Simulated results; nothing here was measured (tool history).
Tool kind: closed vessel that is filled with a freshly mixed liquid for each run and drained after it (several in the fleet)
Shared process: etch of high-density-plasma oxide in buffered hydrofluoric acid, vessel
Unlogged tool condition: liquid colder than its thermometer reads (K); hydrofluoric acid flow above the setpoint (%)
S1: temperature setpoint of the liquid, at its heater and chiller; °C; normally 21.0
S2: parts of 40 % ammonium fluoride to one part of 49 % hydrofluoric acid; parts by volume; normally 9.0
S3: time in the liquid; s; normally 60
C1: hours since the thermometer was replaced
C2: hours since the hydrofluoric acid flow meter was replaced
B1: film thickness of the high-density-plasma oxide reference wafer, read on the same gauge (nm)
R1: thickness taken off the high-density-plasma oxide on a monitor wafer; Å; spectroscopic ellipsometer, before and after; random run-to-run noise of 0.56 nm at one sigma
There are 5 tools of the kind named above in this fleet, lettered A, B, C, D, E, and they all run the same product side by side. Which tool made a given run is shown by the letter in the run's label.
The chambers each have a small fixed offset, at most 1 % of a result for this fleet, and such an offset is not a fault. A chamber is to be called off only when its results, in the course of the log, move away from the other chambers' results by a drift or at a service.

run   hour    S1    S2  S3      C1     C2      B1       R1
 1C    7.2  21.0   9.0  60  1692.9  603.5  29.979   672.56
 2D   16.4  21.0   9.0  60  1060.4  605.4  29.961   686.79
 3E   24.3  21.0   9.0  60  2139.6  407.9  29.987   678.42
 4A   31.6  21.0   9.0  60  1795.6  536.5  30.001   686.98
 5B   39.2  21.0   9.0  60  1612.1  647.6  29.997   680.87
 6A   49.8  21.0   9.0  60  1813.8  554.7  29.956   684.28
 7B   58.6  21.0   9.0  60  1631.5  667.0  30.008   666.47
 8E   68.9  21.0   6.0  35  2184.2  452.5  29.999   583.39
 9D   79.2  21.0   6.0  35  1123.2  668.2  29.993   594.93
10C   88.2  21.0   6.0  35  1773.9  684.5  30.021   583.36
11D   93.1  21.0   6.0  35  1137.1  682.1  30.039   596.97
      96.8  -- chamber E: hydrofluoric acid flow meter replaced
12C   99.0  21.0   6.0  35  1784.7  695.3  29.943   580.27
13A  109.8  21.0   9.0  60  1873.8  614.7  30.000   685.35
14B  117.3  21.0   9.0  60  1690.2  725.7  29.986   694.13
15E  124.2  21.0   9.0  60  2239.5   27.4  30.021   680.92
16A  131.1  21.0   9.0  60  1895.1  636.0  29.959   683.27
17D  141.3  21.0   9.0  60  1185.3  730.3  30.016   678.15
18E  149.9  21.0   9.0  60  2265.2   53.1  30.018   675.75
     155.9  -- chamber B: thermometer replaced
19C  157.9  21.0   9.0  60  1843.6  754.2  29.987   674.66
20B  167.1  21.0   9.0  60    11.2  775.5  30.007   713.43
     170.9  -- chamber D: hydrofluoric acid flow meter replaced
21C  173.3  21.0   9.0  60  1859.0  769.6  30.017   670.57
22D  181.5  22.5  10.5  60  1225.5   10.6  29.970   665.70
     184.4  -- chamber C: thermometer replaced
23B  190.1  22.5  10.5  60    34.2  798.5  29.956   685.37
24A  200.6  22.5  10.5  60  1964.6  705.5  29.961   663.86
25E  207.0  22.5  10.5  60  2322.3  110.2  30.031   667.73
26C  215.6  22.5  10.5  60    31.3  811.9  29.985   652.60
27D  224.7  21.0   9.0  60  1268.7   53.8  29.957   663.53
28E  232.8  21.0   9.0  60  2348.1  136.0  30.034   676.99
29B  243.6  21.0   9.0  60    87.7  852.0  30.023   721.34
30A  252.9  21.0   9.0  60  2016.9  757.8  30.011   685.34
31E  259.4  21.0   9.0  60  2374.7  162.6  30.022   677.99
32D  267.6  21.0   9.0  60  1311.6   96.7  29.975   688.26
33B  276.7  21.0   9.0  60   120.8  885.1  29.976   731.41
34C  287.1  21.0   9.0  60   102.8  883.4  30.024   666.18
35A  298.3  21.0   9.0  60  2062.3  803.2  30.019   679.21
36E  306.6  21.0   9.0  60  2421.9  209.8  29.974   678.39
37A  313.5  21.0  10.0  90  2077.5  818.4  29.996   963.63
38C  323.3  21.0  10.0  90   139.0  919.6  30.001   941.04
39B  334.6  21.0  10.0  90   178.7  943.0  30.023  1013.80
40D  343.8  21.0  10.0  90  1387.8  172.9  30.020   947.74
41A  353.3  21.0  10.0  90  2117.3  858.2  29.988   947.97

Next, every chamber runs the same settings. What will each give?
42A  361.5  21.0  9.0  60               ?
42B  361.5  21.0  9.0  60               ?
42C  361.5  21.0  9.0  60               ?
42D  361.5  21.0  9.0  60               ?
42E  361.5  21.0  9.0  60               ?

run      R1
42A  682.54
42B  750.38
42C  670.55
42D  670.65
42E  680.87
